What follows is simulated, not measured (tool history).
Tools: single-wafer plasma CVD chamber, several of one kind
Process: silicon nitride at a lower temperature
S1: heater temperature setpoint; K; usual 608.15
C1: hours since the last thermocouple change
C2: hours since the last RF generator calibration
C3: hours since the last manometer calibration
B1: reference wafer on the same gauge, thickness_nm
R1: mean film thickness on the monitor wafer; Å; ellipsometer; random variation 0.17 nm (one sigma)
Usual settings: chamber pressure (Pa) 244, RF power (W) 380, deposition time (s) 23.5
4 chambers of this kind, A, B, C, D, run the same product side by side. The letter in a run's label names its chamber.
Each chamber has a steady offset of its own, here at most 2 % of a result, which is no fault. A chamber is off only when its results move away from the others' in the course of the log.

Run 1B, hour 6.4: usual settings; C1 1472.8; C2 659.9; C3 651.9; B1 38.965. Result: R1 332.9 Å.
Run 2D, hour 13.8: usual settings; C1 1522.7; C2 796.2; C3 1019.6; B1 38.997. Result: R1 337.13 Å.
Run 3A, hour 20.7: usual settings; C1 1887.7; C2 2040.6; C3 306.7; B1 38.994. Result: R1 341.21 Å.
At hour 24.2: chamber D: thermocouple changed; heater temperature recalibrated.
Run 4C, hour 25: usual settings; C1 380.4; C2 323.6; C3 1013.9; B1 39.001. Result: R1 344.65 Å.
Run 5B, hour 32: usual settings; C1 1498.4; C2 685.5; C3 677.5; B1 39.038. Result: R1 334.73 Å.
Run 6A, hour 39.3: usual settings; C1 1906.3; C2 2059.2; C3 325.3; B1 38.995. Result: R1 337.66 Å.
Run 7D, hour 46.2: usual settings; C1 22; C2 828.6; C3 1052; B1 38.983. Result: R1 338.27 Å.
Run 8C, hour 52.7: usual settings but chamber pressure (Pa) 277, deposition time (s) 21.5; C1 408.1; C2 351.3; C3 1041.6; B1 38.996. Result: R1 325.51 Å.
Run 9B, hour 56.1: usual settings but chamber pressure (Pa) 277, deposition time (s) 21.5; C1 1522.5; C2 709.6; C3 701.6; B1 39.004. Result: R1 316.63 Å.
Run 10C, hour 60.5: usual settings but chamber pressure (Pa) 277, deposition time (s) 21.5; C1 415.9; C2 359.1; C3 1049.4; B1 39.014. Result: R1 325.21 Å.
Run 11A, hour 65.4: usual settings but chamber pressure (Pa) 277, deposition time (s) 21.5; C1 1932.4; C2 2085.3; C3 351.4; B1 39.004. Result: R1 321.8 Å.
Run 12D, hour 72.7: usual settings; C1 48.5; C2 855.1; C3 1078.5; B1 38.944. Result: R1 338.35 Å.
Run 13B, hour 77: usual settings; C1 1543.4; C2 730.5; C3 722.5; B1 39.042. Result: R1 336.03 Å.
Run 14D, hour 84.5: usual settings; C1 60.3; C2 866.9; C3 1090.3; B1 39.004. Result: R1 339.35 Å.
Run 15C, hour 89.7: usual settings but chamber pressure (Pa) 272; C1 445.1; C2 388.3; C3 1078.6; B1 38.958. Result: R1 351.36 Å.
Run 16A, hour 96.6: usual settings but chamber pressure (Pa) 272; C1 1963.6; C2 2116.5; C3 382.6; B1 39.006. Result: R1 346.71 Å.
Run 17D, hour 101.9: usual settings but chamber pressure (Pa) 272; C1 77.7; C2 884.3; C3 1107.7; B1 39.019. Result: R1 349.1 Å.
Run 18C, hour 108.4: usual settings but chamber pressure (Pa) 272; C1 463.8; C2 407; C3 1097.3; B1 39.002. Result: R1 351.78 Å.
Run 19B, hour 113.9: usual settings; C1 1580.3; C2 767.4; C3 759.4; B1 38.976. Result: R1 335.7 Å.
Run 20A, hour 121.7: usual settings; C1 1988.7; C2 2141.6; C3 407.7; B1 39.012. Result: R1 335.45 Å.
Run 21B, hour 126: usual settings; C1 1592.4; C2 779.5; C3 771.5; B1 38.997. Result: R1 333.55 Å.
Run 22C, hour 130.3: usual settings; C1 485.7; C2 428.9; C3 1119.2; B1 39. Result: R1 341.23 Å.
Run 23A, hour 134.2: usual settings; C1 2001.2; C2 2154.1; C3 420.2; B1 38.982. Result: R1 336.48 Å.
Run 24D, hour 137.9: usual settings; C1 113.7; C2 920.3; C3 1143.7; B1 38.984. Result: R1 338.51 Å.
Run 25B, hour 144.7: usual settings; C1 1611.1; C2 798.2; C3 790.2; B1 38.959. Result: R1 334.84 Å.
Run 26C, hour 152.2: usual settings; C1 507.6; C2 450.8; C3 1141.1; B1 38.991. Result: R1 343.52 Å.
Run 27D, hour 155.9: usual settings; C1 131.7; C2 938.3; C3 1161.7; B1 38.991. Result: R1 337.79 Å.
Run 28A, hour 162.7: usual settings; C1 2029.7; C2 2182.6; C3 448.7; B1 38.985. Result: R1 339.48 Å.
Run 29C, hour 170.6: usual settings; C1 526; C2 469.2; C3 1159.5; B1 39.009. Result: R1 343.89 Å.
Run 30A, hour 177.3: usual settings; C1 2044.3; C2 2197.2; C3 463.3; B1 38.97. Result: R1 336.96 Å.

What goes on in this fleet: one chamber off, a drifting gauge, or nothing beyond the chambers' own small offsets? Name the chamber and the cause, if any.

No chamber stands off beyond its own small offset, and the gauge holds steady.
